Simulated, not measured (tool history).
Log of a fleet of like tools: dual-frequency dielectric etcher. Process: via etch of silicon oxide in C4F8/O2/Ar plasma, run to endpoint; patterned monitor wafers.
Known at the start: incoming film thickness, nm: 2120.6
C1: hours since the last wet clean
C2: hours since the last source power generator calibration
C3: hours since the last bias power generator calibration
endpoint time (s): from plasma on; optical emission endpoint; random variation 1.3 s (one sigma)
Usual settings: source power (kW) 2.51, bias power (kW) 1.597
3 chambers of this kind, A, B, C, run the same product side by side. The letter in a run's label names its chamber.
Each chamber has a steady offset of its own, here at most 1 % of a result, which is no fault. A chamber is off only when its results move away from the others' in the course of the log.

{"run": "1A", "day": 0.333, "source power (kW)": 2.51, "bias power (kW)": 1.597, "C1": 304.4, "C2": 2461.3, "C3": 2277.7, "endpoint time (s)": 402.37}
{"run": "2B", "day": 0.646, "source power (kW)": 2.51, "bias power (kW)": 1.597, "C1": 39.4, "C2": 1660.7, "C3": 1397.3, "endpoint time (s)": 411.79}
{"run": "3C", "day": 1.054, "source power (kW)": 2.51, "bias power (kW)": 1.597, "C1": 194.1, "C2": 1240.3, "C3": 1344.9, "endpoint time (s)": 404.26}
{"run": "4C", "day": 1.267, "source power (kW)": 2.51, "bias power (kW)": 1.597, "C1": 199.2, "C2": 1245.4, "C3": 1350, "endpoint time (s)": 404.33}
{"run": "5A", "day": 1.6, "source power (kW)": 2.51, "bias power (kW)": 1.597, "C1": 334.8, "C2": 2491.7, "C3": 2308.1, "endpoint time (s)": 401.27}
{"run": "6B", "day": 1.812, "source power (kW)": 3.09, "bias power (kW)": 1.728, "C1": 67.4, "C2": 1688.7, "C3": 1425.3, "endpoint time (s)": 369.88}
{"run": "7B", "day": 2.05, "source power (kW)": 3.09, "bias power (kW)": 1.728, "C1": 73.1, "C2": 1694.4, "C3": 1431, "endpoint time (s)": 367.56}
{"run": "8A", "day": 2.288, "source power (kW)": 3.09, "bias power (kW)": 1.728, "C1": 351.3, "C2": 2508.2, "C3": 2324.6, "endpoint time (s)": 360.58}
{"run": "9C", "day": 2.638, "source power (kW)": 2.51, "bias power (kW)": 1.597, "C1": 232.1, "C2": 1278.3, "C3": 1382.9, "endpoint time (s)": 402.85}
{"run": "10B", "day": 3.054, "source power (kW)": 2.51, "bias power (kW)": 1.597, "C1": 97.2, "C2": 1718.5, "C3": 1455.1, "endpoint time (s)": 406.06}
{"run": "11C", "day": 3.338, "source power (kW)": 2.51, "bias power (kW)": 1.597, "C1": 248.9, "C2": 1295.1, "C3": 1399.7, "endpoint time (s)": 404.08}
{"run": "12A", "day": 3.546, "source power (kW)": 2.74, "bias power (kW)": 1.261, "C1": 381.5, "C2": 2538.4, "C3": 2354.8, "endpoint time (s)": 410.79}
{"run": "13A", "day": 3.975, "source power (kW)": 2.74, "bias power (kW)": 1.261, "C1": 391.8, "C2": 2548.7, "C3": 2365.1, "endpoint time (s)": 415.34}
{"day": 4.1, "done": "chamber A: source power generator calibrated"}
{"run": "14C", "day": 4.175, "source power (kW)": 2.74, "bias power (kW)": 1.261, "C1": 269, "C2": 1315.2, "C3": 1419.8, "endpoint time (s)": 409.74}
{"run": "15B", "day": 4.533, "source power (kW)": 2.51, "bias power (kW)": 1.597, "C1": 132.7, "C2": 1754, "C3": 1490.6, "endpoint time (s)": 410.06}
{"run": "16C", "day": 4.954, "source power (kW)": 2.51, "bias power (kW)": 1.597, "C1": 287.7, "C2": 1333.9, "C3": 1438.5, "endpoint time (s)": 399.72}
{"run": "17A", "day": 5.188, "source power (kW)": 2.51, "bias power (kW)": 1.597, "C1": 420.9, "C2": 26.1, "C3": 2394.2, "endpoint time (s)": 402.04}
{"run": "18B", "day": 5.429, "source power (kW)": 2.51, "bias power (kW)": 1.597, "C1": 154.2, "C2": 1775.5, "C3": 1512.1, "endpoint time (s)": 405.97}
{"run": "19A", "day": 5.654, "source power (kW)": 2.51, "bias power (kW)": 1.597, "C1": 432.1, "C2": 37.3, "C3": 2405.4, "endpoint time (s)": 399.78}
{"run": "20C", "day": 5.929, "source power (kW)": 2.51, "bias power (kW)": 1.597, "C1": 311.1, "C2": 1357.3, "C3": 1461.9, "endpoint time (s)": 397.32}
{"run": "21B", "day": 6.146, "source power (kW)": 2.51, "bias power (kW)": 1.597, "C1": 171.4, "C2": 1792.7, "C3": 1529.3, "endpoint time (s)": 410.02}
{"run": "22A", "day": 6.483, "source power (kW)": 2.51, "bias power (kW)": 1.597, "C1": 452, "C2": 57.2, "C3": 2425.3, "endpoint time (s)": 403.72}
{"run": "23B", "day": 6.729, "source power (kW)": 2.51, "bias power (kW)": 1.597, "C1": 185.4, "C2": 1806.7, "C3": 1543.3, "endpoint time (s)": 409.49}
{"run": "24C", "day": 7.146, "source power (kW)": 2.51, "bias power (kW)": 1.597, "C1": 340.3, "C2": 1386.5, "C3": 1491.1, "endpoint time (s)": 394.67}
{"run": "25B", "day": 7.492, "source power (kW)": 2.95, "bias power (kW)": 1.464, "C1": 203.7, "C2": 1825, "C3": 1561.6, "endpoint time (s)": 391.14}
{"run": "26A", "day": 7.771, "source power (kW)": 2.95, "bias power (kW)": 1.464, "C1": 482.9, "C2": 88.1, "C3": 2456.2, "endpoint time (s)": 386.95}
{"run": "27C", "day": 7.979, "source power (kW)": 2.95, "bias power (kW)": 1.464, "C1": 360.3, "C2": 1406.5, "C3": 1511.1, "endpoint time (s)": 380.9}
{"day": 8.292, "done": "chamber A: wet clean of the chamber"}
{"run": "28C", "day": 8.4, "source power (kW)": 2.51, "bias power (kW)": 1.597, "C1": 370.4, "C2": 1416.6, "C3": 1521.2, "endpoint time (s)": 394.53}
{"run": "29B", "day": 8.838, "source power (kW)": 2.51, "bias power (kW)": 1.597, "C1": 236, "C2": 1857.3, "C3": 1593.9, "endpoint time (s)": 407.45}
{"run": "30A", "day": 9.083, "source power (kW)": 2.51, "bias power (kW)": 1.597, "C1": 19, "C2": 119.6, "C3": 2487.7, "endpoint time (s)": 401.2}
{"run": "31A", "day": 9.496, "source power (kW)": 2.51, "bias power (kW)": 1.597, "C1": 28.9, "C2": 129.5, "C3": 2497.6, "endpoint time (s)": 402.24}
{"run": "32C", "day": 9.833, "source power (kW)": 2.51, "bias power (kW)": 1.597, "C1": 404.8, "C2": 1451, "C3": 1555.6, "endpoint time (s)": 395.08}
{"run": "33B", "day": 10.208, "source power (kW)": 2.51, "bias power (kW)": 1.597, "C1": 268.9, "C2": 1890.2, "C3": 1626.8, "endpoint time (s)": 408}
{"run": "34A", "day": 10.433, "source power (kW)": 3.03, "bias power (kW)": 1.778, "C1": 51.4, "C2": 152, "C3": 2520.1, "endpoint time (s)": 362.73}
{"run": "35B", "day": 10.688, "source power (kW)": 3.03, "bias power (kW)": 1.778, "C1": 280.4, "C2": 1901.7, "C3": 1638.3, "endpoint time (s)": 367.68}
{"run": "36C", "day": 10.896, "source power (kW)": 3.03, "bias power (kW)": 1.778, "C1": 430.3, "C2": 1476.5, "C3": 1581.1, "endpoint time (s)": 353.24}

Next, every chamber runs the same settings. What will each give?
{"run": "37A", "day": 11.212, "source power (kW)": 2.51, "bias power (kW)": 1.597, "endpoint time (s)": "?"}
{"run": "37B", "day": 11.212, "source power (kW)": 2.51, "bias power (kW)": 1.597, "endpoint time (s)": "?"}
{"run": "37C", "day": 11.212, "source power (kW)": 2.51, "bias power (kW)": 1.597, "endpoint time (s)": "?"}

run=37A endpoint_time_(s)=404.13
run=37B endpoint_time_(s)=407.18
run=37C endpoint_time_(s)=389.79
